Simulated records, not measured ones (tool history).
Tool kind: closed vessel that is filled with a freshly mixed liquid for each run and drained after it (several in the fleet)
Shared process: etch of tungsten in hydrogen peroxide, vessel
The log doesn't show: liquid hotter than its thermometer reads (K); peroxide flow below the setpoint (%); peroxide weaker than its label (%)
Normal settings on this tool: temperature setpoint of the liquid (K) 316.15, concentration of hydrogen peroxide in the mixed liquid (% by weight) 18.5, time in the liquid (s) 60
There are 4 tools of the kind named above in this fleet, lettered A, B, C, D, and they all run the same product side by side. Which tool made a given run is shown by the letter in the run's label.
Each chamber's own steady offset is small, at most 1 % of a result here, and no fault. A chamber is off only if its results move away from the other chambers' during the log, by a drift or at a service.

run,hour,temperature setpoint of the liquid (K),concentration of hydrogen peroxide in the mixed liquid (% by weight),time in the liquid (s),hours since the thermometer was replaced,hours since the peroxide flow meter was replaced,hours since the drum of peroxide was connected,"read-back film thickness of the tungsten reference wafer, read on the same gauge (nm)",thickness taken off the tungsten on a monitor wafer (nm)
1C,6.6,316.15,18.5,60,1971.5,521.6,184.4,69.960,55.098
2D,13.1,316.15,18.5,60,263.5,588.4,216.2,70.037,55.033
3B,18.5,316.15,18.5,60,2740.0,392.5,414.8,70.026,55.187
4A,26.1,316.15,18.5,60,38.3,1143.7,34.4,70.023,55.200
5C,32.3,316.15,18.5,60,1997.2,547.3,210.1,69.993,55.302
6B,36.0,316.15,18.5,60,2757.5,410.0,432.3,69.971,55.787
7D,43.2,316.15,18.5,60,293.6,618.5,246.3,69.994,54.564
8A,50.9,316.15,18.5,60,63.1,1168.5,59.2,70.008,55.222
9B,57.4,316.15,18.5,60,2778.9,431.4,453.7,69.989,55.040
10C,65.0,316.15,18.5,60,2029.9,580.0,242.8,69.996,55.329
11A,70.2,316.15,18.5,60,82.4,1187.8,78.5,69.993,55.505
12D,77.2,316.15,18.5,60,327.6,652.5,280.3,69.970,55.019
13C,81.1,316.15,18.5,60,2046.0,596.1,258.9,69.989,55.530
14D,84.8,316.15,18.5,60,335.2,660.1,287.9,70.010,53.947
15B,88.6,316.15,18.5,60,2810.1,462.6,484.9,69.992,55.002
16A,94.6,316.15,18.5,60,106.8,1212.2,102.9,70.002,54.937
17A,101.3,316.15,18.5,60,113.5,1218.9,109.6,69.954,55.796
18B,108.6,316.15,18.5,60,2830.1,482.6,504.9,69.938,55.658
19C,114.1,316.15,18.5,60,2079.0,629.1,291.9,69.990,56.260
20D,119.9,316.15,18.5,60,370.3,695.2,323.0,70.020,54.609
21B,124.3,316.15,18.5,60,2845.8,498.3,520.6,69.990,55.618
22D,130.9,316.15,18.5,60,381.3,706.2,334.0,69.977,55.082
23A,136.4,316.15,18.5,60,148.6,1254.0,144.7,69.998,55.366
24C,144.2,316.15,18.5,60,2109.1,659.2,322.0,69.988,55.660
25B,148.9,316.15,18.5,60,2870.4,522.9,545.2,70.012,55.410
26C,156.7,316.15,18.5,60,2121.6,671.7,334.5,70.005,55.332
27D,162.8,316.15,18.5,60,413.2,738.1,365.9,70.016,54.145
28A,167.6,316.15,18.5,60,179.8,1285.2,175.9,69.987,55.710
29C,173.3,323.65,18.5,60,2138.2,688.3,351.1,69.937,88.719
30D,179.3,323.65,18.5,60,429.7,754.6,382.4,70.005,87.692

The same settings go to every chamber for the next run, one line per chamber below. Forecast the results for each:
31A,184.9,313.15,18.5,60,,,,,?
31B,184.9,313.15,18.5,60,,,,,?
31C,184.9,313.15,18.5,60,,,,,?
31D,184.9,313.15,18.5,60,,,,,?

run,thickness taken off the tungsten on a monitor wafer (nm)
31A,46.125
31B,45.976
31C,46.015
31D,45.242
